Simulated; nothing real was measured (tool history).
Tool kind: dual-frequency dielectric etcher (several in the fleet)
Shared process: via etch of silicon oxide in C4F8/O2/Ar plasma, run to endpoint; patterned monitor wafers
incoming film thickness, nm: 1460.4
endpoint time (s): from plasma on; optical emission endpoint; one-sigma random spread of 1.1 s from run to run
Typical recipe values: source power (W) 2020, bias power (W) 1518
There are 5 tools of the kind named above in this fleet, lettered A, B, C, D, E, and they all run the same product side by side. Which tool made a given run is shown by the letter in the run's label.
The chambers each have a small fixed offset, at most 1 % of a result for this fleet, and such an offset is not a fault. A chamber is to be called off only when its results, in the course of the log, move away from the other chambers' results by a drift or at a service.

| run | hour | source power (W) | bias power (W) | endpoint time (s) |
|---|---|---|---|---|
| 1C | 9 | 2020 | 1518 | 309.95 |
| 2A | 22.3 | 2020 | 1518 | 309.5 |
| 3B | 30.9 | 2020 | 1518 | 307.89 |
| 4D | 42.2 | 2020 | 1518 | 310.72 |
| 5E | 55.7 | 2020 | 1518 | 310.24 |
|  | 58.6 | chamber D: wet clean of the chamber |
| 6D | 67.1 | 2020 | 1518 | 312.64 |
| 7E | 76.7 | 2020 | 1518 | 307.49 |
| 8A | 83.6 | 2020 | 1518 | 308.59 |
| 9C | 92 | 2020 | 1518 | 310.48 |
| 10B | 105.8 | 2020 | 1518 | 305.51 |
| 11C | 119.2 | 2020 | 1518 | 309.39 |
| 12B | 128.5 | 2020 | 1518 | 304.64 |
| 13D | 136.1 | 2020 | 1518 | 310.56 |
| 14A | 144.8 | 2020 | 1817 | 294.42 |
| 15E | 158.9 | 2020 | 1817 | 293.16 |
| 16D | 166.5 | 2020 | 1817 | 294.65 |
| 17A | 177.2 | 2020 | 1817 | 294.96 |
| 18C | 184.6 | 2020 | 1817 | 295.07 |
| 19E | 193.9 | 2020 | 1518 | 307.69 |
| 20B | 205.1 | 2020 | 1518 | 300.74 |
| 21D | 217.7 | 2020 | 1518 | 310.5 |
| 22C | 230.2 | 2020 | 1518 | 312.76 |
| 23E | 238 | 2020 | 1518 | 309.18 |
| 24A | 246.5 | 2020 | 1518 | 310.33 |
| 25B | 254.2 | 2020 | 1518 | 298.64 |
| 26B | 264.1 | 1590 | 1518 | 328.06 |
| 27C | 272.7 | 1590 | 1518 | 342.33 |
| 28A | 285.5 | 1590 | 1518 | 343.36 |
| 29E | 293.8 | 1590 | 1518 | 339.22 |
| 30D | 300.9 | 1590 | 1518 | 341.36 |
| 31C | 313 | 2020 | 1518 | 312.89 |
|  | 319 | chamber E: bias power generator calibrated |
| 32B | 319.7 | 2020 | 1518 | 294.58 |
| 33A | 332.6 | 2020 | 1518 | 311.39 |
| 34E | 341.7 | 2020 | 1518 | 308.22 |
| 35D | 352.6 | 2020 | 1518 | 311.2 |

Has any chamber moved away from the others, gradually or after a service, or does the common gauge drift, or do the chambers differ only by their own small steady offsets? State the chamber and the most likely cause if one applies.

Little by little, chamber B moves away from the other chambers.
Likeliest cause: etch rate over this chamber's usual, % = 4.63.

Which of the 4 candidates below, each the usual settings with something changed and its results left as question marks, puts chamber B back in line with what the other chambers give on the usual settings?
Counts as in line when no further than this from what the other chambers average on the usual settings: endpoint time (s) 4
| 36B-1 | 362.9 | 2480 | 1518 | ? |
| 36B-2 | 362.9 | 2020 | 1834 | ? |
| 36B-3 | 362.9 | 1830 | 1423 | ? |
| 36B-4 | 362.9 | 2020 | 1101 | ? |

The mean the other chambers reach with the usual settings: endpoint time (s) 309.94
| run | endpoint time (s) |
|---|---|
| 36B-1 | 269.13 |
| 36B-2 | 278.06 |
| 36B-3 | 310.09 |
| 36B-4 | 317.71 |
The right change is 36B-3: it brings the chamber back within the allowed miss of the others.
